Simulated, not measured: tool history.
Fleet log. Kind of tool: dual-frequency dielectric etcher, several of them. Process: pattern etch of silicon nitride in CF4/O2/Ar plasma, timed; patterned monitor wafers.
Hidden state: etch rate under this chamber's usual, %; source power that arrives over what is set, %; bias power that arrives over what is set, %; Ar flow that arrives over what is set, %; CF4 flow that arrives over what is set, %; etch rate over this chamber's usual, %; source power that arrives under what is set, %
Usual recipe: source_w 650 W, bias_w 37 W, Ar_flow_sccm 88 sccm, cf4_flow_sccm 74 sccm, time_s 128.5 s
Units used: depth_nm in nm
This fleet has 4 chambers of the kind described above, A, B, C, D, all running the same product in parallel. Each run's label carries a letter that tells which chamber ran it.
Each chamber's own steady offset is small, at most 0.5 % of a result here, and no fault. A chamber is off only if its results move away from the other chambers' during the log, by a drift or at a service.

run	day	source_w	bias_w	Ar_flow_sccm	cf4_flow_sccm	time_s	hours since the last wet clean	hours since the last source power generator calibration	hours since the last bias power generator calibration	hours since the last Ar flow controller change	hours since the last CF4 flow controller change	read-back reference wafer on the same gauge, depth_nm	depth_nm
1C	0.379	650	37	88	74	128.5	86.4	2713.5	638.8	395.2	362.2	263.99	268.78
2A	0.654	650	37	88	74	128.5	113.4	1282	857	3241	825.2	263.89	268.58
3B	0.95	650	37	88	74	128.5	512.7	207.1	181.9	56.9	1413.3	263.93	269.25
4D	1.375	650	37	88	74	128.5	402.3	422.7	1450.1	1296.4	2295.4	263.86	268.26
5D	1.629	650	37	88	74	128.5	408.4	428.8	1456.2	1302.5	2301.5	263.82	268.63
6A	2.054	780	37	88	88	128.5	147	1315.6	890.6	3274.6	858.8	263.71	323.95
7C	2.296	780	37	88	88	128.5	132.4	2759.5	684.8	441.2	408.2	263.85	323.78
8B	2.717	780	37	88	88	128.5	555.1	249.5	224.3	99.3	1455.7	263.66	323.68
9B	2.996	780	37	88	88	128.5	561.8	256.2	231	106	1462.4	263.59	323.49
# day 3.388: chamber B: wet clean of the chamber
10A	3.417	650	37	88	74	128.5	179.7	1348.3	923.3	3307.3	891.5	263.67	268.25
11D	3.775	650	37	88	74	128.5	459.9	480.3	1507.7	1354	2353	263.49	268.3
12C	4.079	650	37	88	80	128.5	175.2	2802.3	727.6	484	451	263.54	271.91
13D	4.446	650	37	88	80	128.5	476	496.4	1523.8	1370.1	2369.1	263.52	271.27
14B	4.717	650	37	88	80	128.5	31.9	297.5	272.3	147.3	1503.7	263.53	271.28
# day 4.888: chamber D: wet clean of the chamber
15C	4.917	650	37	88	80	128.5	195.3	2822.4	747.7	504.1	471.1	263.5	271.22
16A	5.304	650	37	88	74	128.5	225	1393.6	968.6	3352.6	936.8	263.36	268.15
17D	5.529	650	37	88	74	128.5	15.5	522.4	1549.8	1396.1	2395.1	263.45	268.28
18C	5.825	650	37	88	74	128.5	217.1	2844.2	769.5	525.9	492.9	263.39	268.88
19B	6.167	650	37	88	74	128.5	66.7	332.3	307.1	182.1	1538.5	263.41	267.64
20A	6.454	650	37	88	74	128.5	252.6	1421.2	996.2	3380.2	964.4	263.24	268.01
21D	6.729	650	37	88	74	128.5	44.3	551.2	1578.6	1424.9	2423.9	263.27	268.23
22C	7.1	650	37	88	74	128.5	247.7	2874.8	800.1	556.5	523.5	263.2	268.7
23B	7.471	650	37	88	74	128.5	98	363.6	338.4	213.4	1569.8	263.23	267.45
24A	7.842	650	37	88	74	128.5	285.9	1454.5	1029.5	3413.5	997.7	263.22	268.34
25D	8.221	650	37	88	74	128.5	80.1	587	1614.4	1460.7	2459.7	263.19	267.25
26A	8.429	650	37	88	74	106.5	300	1468.6	1043.6	3427.6	1011.8	263.12	221.93
27C	8.696	650	37	88	74	106.5	286	2913.1	838.4	594.8	561.8	263.02	222.7
28B	8.95	650	37	88	74	106.5	133.5	399.1	373.9	248.9	1605.3	263.01	221.29
29B	9.175	650	37	88	74	106.5	138.9	404.5	379.3	254.3	1610.7	263.04	221.86
30C	9.517	650	37	88	74	128.5	305.7	2932.8	858.1	614.5	581.5	263.02	267.65
31D	9.804	650	37	88	74	128.5	118.1	625	1652.4	1498.7	2497.7	263.02	267.72
32A	10.217	650	37	88	74	128.5	342.9	1511.5	1086.5	3470.5	1054.7	262.97	267.61
33C	10.517	650	37	88	74	128.5	329.7	2956.8	882.1	638.5	605.5	262.92	268.38
34D	10.817	650	37	88	74	128.5	142.4	649.3	1676.7	1523	2522	262.77	267.58
35A	11.233	650	37	88	74	128.5	367.3	1535.9	1110.9	3494.9	1079.1	262.85	267.92
36B	11.454	650	37	88	74	128.5	193.6	459.2	434	309	1665.4	262.84	267.48
37C	11.85	650	37	88	74	128.5	361.7	2988.8	914.1	670.5	637.5	262.79	268.25
38D	12.146	650	37	88	74	128.5	174.3	681.2	1708.6	1554.9	2553.9	262.8	267.59
39B	12.538	760	37	88	74	128.5	219.6	485.2	460	335	1691.4	262.7	307.26
40A	12.842	760	37	88	74	128.5	405.9	1574.5	1149.5	3533.5	1117.7	262.6	307.53
41A	13.233	760	37	88	74	128.5	415.3	1583.9	1158.9	3542.9	1127.1	262.58	307.27
42D	13.421	760	37	88	74	128.5	204.9	711.8	1739.2	1585.5	2584.5	262.59	306.11
43B	13.796	650	37	88	74	128.5	249.8	515.4	490.2	365.2	1721.6	262.52	266.83

All chambers now run identical settings, listed one chamber a line with results as question marks. What results will each chamber show?
44A	14.1	650	37	88	74	128.5							?
44B	14.1	650	37	88	74	128.5							?
44C	14.1	650	37	88	74	128.5							?
44D	14.1	650	37	88	74	128.5							?

run	depth_nm
44A	267.04
44B	267.03
44C	267.38
44D	266.97

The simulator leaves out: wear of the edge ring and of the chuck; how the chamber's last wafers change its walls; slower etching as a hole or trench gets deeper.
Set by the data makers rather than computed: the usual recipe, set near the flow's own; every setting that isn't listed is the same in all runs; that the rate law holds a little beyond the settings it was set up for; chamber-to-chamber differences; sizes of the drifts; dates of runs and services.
